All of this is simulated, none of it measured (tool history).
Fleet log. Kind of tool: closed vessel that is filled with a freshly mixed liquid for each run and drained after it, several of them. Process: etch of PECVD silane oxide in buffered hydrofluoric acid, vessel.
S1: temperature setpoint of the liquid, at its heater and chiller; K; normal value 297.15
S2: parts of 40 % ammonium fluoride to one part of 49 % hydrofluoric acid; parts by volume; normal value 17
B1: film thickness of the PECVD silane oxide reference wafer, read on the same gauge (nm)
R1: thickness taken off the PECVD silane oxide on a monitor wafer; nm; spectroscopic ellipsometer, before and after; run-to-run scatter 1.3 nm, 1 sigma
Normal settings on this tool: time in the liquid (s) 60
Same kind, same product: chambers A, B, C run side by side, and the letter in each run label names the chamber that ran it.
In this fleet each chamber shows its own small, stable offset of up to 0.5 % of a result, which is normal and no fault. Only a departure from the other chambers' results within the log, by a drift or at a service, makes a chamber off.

{"run": "1C", "hour": 8.9, "S1": 297.15, "S2": 17, "time in the liquid (s)": 60, "B1": 49.999, "R1": 137.42}
{"run": "2A", "hour": 16.8, "S1": 297.15, "S2": 17, "time in the liquid (s)": 60, "B1": 49.996, "R1": 137.95}
{"run": "3B", "hour": 25.3, "S1": 297.15, "S2": 17, "time in the liquid (s)": 60, "B1": 49.993, "R1": 139.74}
{"run": "4C", "hour": 37.8, "S1": 297.15, "S2": 17, "time in the liquid (s)": 60, "B1": 50.005, "R1": 137.27}
{"run": "5B", "hour": 47.7, "S1": 297.15, "S2": 17, "time in the liquid (s)": 60, "B1": 50.017, "R1": 137.53}
{"run": "6A", "hour": 56.3, "S1": 297.15, "S2": 17, "time in the liquid (s)": 60, "B1": 49.991, "R1": 137.2}
{"run": "7C", "hour": 68.8, "S1": 297.15, "S2": 17, "time in the liquid (s)": 60, "B1": 50.003, "R1": 138.5}
{"hour": 79.8, "done": "chamber C: hydrofluoric acid flow meter replaced"}
{"run": "8A", "hour": 79.9, "S1": 297.15, "S2": 17, "time in the liquid (s)": 60, "B1": 49.994, "R1": 137.69}
{"run": "9B", "hour": 90.9, "S1": 300.65, "S2": 21.5, "time in the liquid (s)": 60, "B1": 50.009, "R1": 136.56}
{"run": "10A", "hour": 98.3, "S1": 300.65, "S2": 21.5, "time in the liquid (s)": 60, "B1": 50.005, "R1": 134.55}
{"run": "11B", "hour": 106.1, "S1": 300.65, "S2": 21.5, "time in the liquid (s)": 60, "B1": 50, "R1": 135.88}
{"run": "12C", "hour": 113.2, "S1": 297.15, "S2": 17, "time in the liquid (s)": 60, "B1": 50.005, "R1": 138.5}
{"hour": 115.1, "done": "chamber A: thermometer replaced"}
{"hour": 121.8, "done": "chamber B: hydrofluoric acid flow meter replaced"}
{"run": "13A", "hour": 125.9, "S1": 297.15, "S2": 17, "time in the liquid (s)": 60, "B1": 49.99, "R1": 140.45}
{"run": "14B", "hour": 133.3, "S1": 297.15, "S2": 17, "time in the liquid (s)": 60, "B1": 50.006, "R1": 139.16}
{"run": "15C", "hour": 143.7, "S1": 297.15, "S2": 17, "time in the liquid (s)": 60, "B1": 50.004, "R1": 135.39}
{"run": "16C", "hour": 152.0, "S1": 297.15, "S2": 17, "time in the liquid (s)": 60, "B1": 50.013, "R1": 139.08}
{"run": "17A", "hour": 163.1, "S1": 297.15, "S2": 17, "time in the liquid (s)": 40, "B1": 50.026, "R1": 96.509}
{"run": "18B", "hour": 171.6, "S1": 297.15, "S2": 17, "time in the liquid (s)": 40, "B1": 49.99, "R1": 92.904}
{"run": "19B", "hour": 183.9, "S1": 297.15, "S2": 17, "time in the liquid (s)": 40, "B1": 49.999, "R1": 92.266}
{"run": "20A", "hour": 194.0, "S1": 299.15, "S2": 13.5, "time in the liquid (s)": 60, "B1": 50.006, "R1": 204.24}
{"run": "21C", "hour": 199.9, "S1": 299.15, "S2": 13.5, "time in the liquid (s)": 60, "B1": 49.984, "R1": 190.6}
{"run": "22C", "hour": 207.0, "S1": 299.15, "S2": 13.5, "time in the liquid (s)": 60, "B1": 49.982, "R1": 193.47}
{"run": "23A", "hour": 214.0, "S1": 294.65, "S2": 17, "time in the liquid (s)": 60, "B1": 50.028, "R1": 126.01}
{"run": "24B", "hour": 223.2, "S1": 294.65, "S2": 17, "time in the liquid (s)": 60, "B1": 49.981, "R1": 119.06}
{"run": "25A", "hour": 234.6, "S1": 294.65, "S2": 17, "time in the liquid (s)": 60, "B1": 49.96, "R1": 127.44}
{"run": "26C", "hour": 246.8, "S1": 297.15, "S2": 17, "time in the liquid (s)": 60, "B1": 49.985, "R1": 134.38}
{"run": "27B", "hour": 252.5, "S1": 297.15, "S2": 17, "time in the liquid (s)": 60, "B1": 50.024, "R1": 138}
{"run": "28C", "hour": 264.3, "S1": 297.15, "S2": 17, "time in the liquid (s)": 60, "B1": 49.99, "R1": 139.03}
{"run": "29A", "hour": 272.9, "S1": 297.15, "S2": 17, "time in the liquid (s)": 60, "B1": 49.994, "R1": 150.41}

All chambers now run identical settings, listed one chamber a line with results as question marks. What results will each chamber show?
{"run": "30A", "hour": 282.4, "S1": 297.15, "S2": 20.5, "time in the liquid (s)": 60, "R1": "?"}
{"run": "30B", "hour": 282.4, "S1": 297.15, "S2": 20.5, "time in the liquid (s)": 60, "R1": "?"}
{"run": "30C", "hour": 282.4, "S1": 297.15, "S2": 20.5, "time in the liquid (s)": 60, "R1": "?"}

run=30A R1=125.18
run=30B R1=114.49
run=30C R1=115.78

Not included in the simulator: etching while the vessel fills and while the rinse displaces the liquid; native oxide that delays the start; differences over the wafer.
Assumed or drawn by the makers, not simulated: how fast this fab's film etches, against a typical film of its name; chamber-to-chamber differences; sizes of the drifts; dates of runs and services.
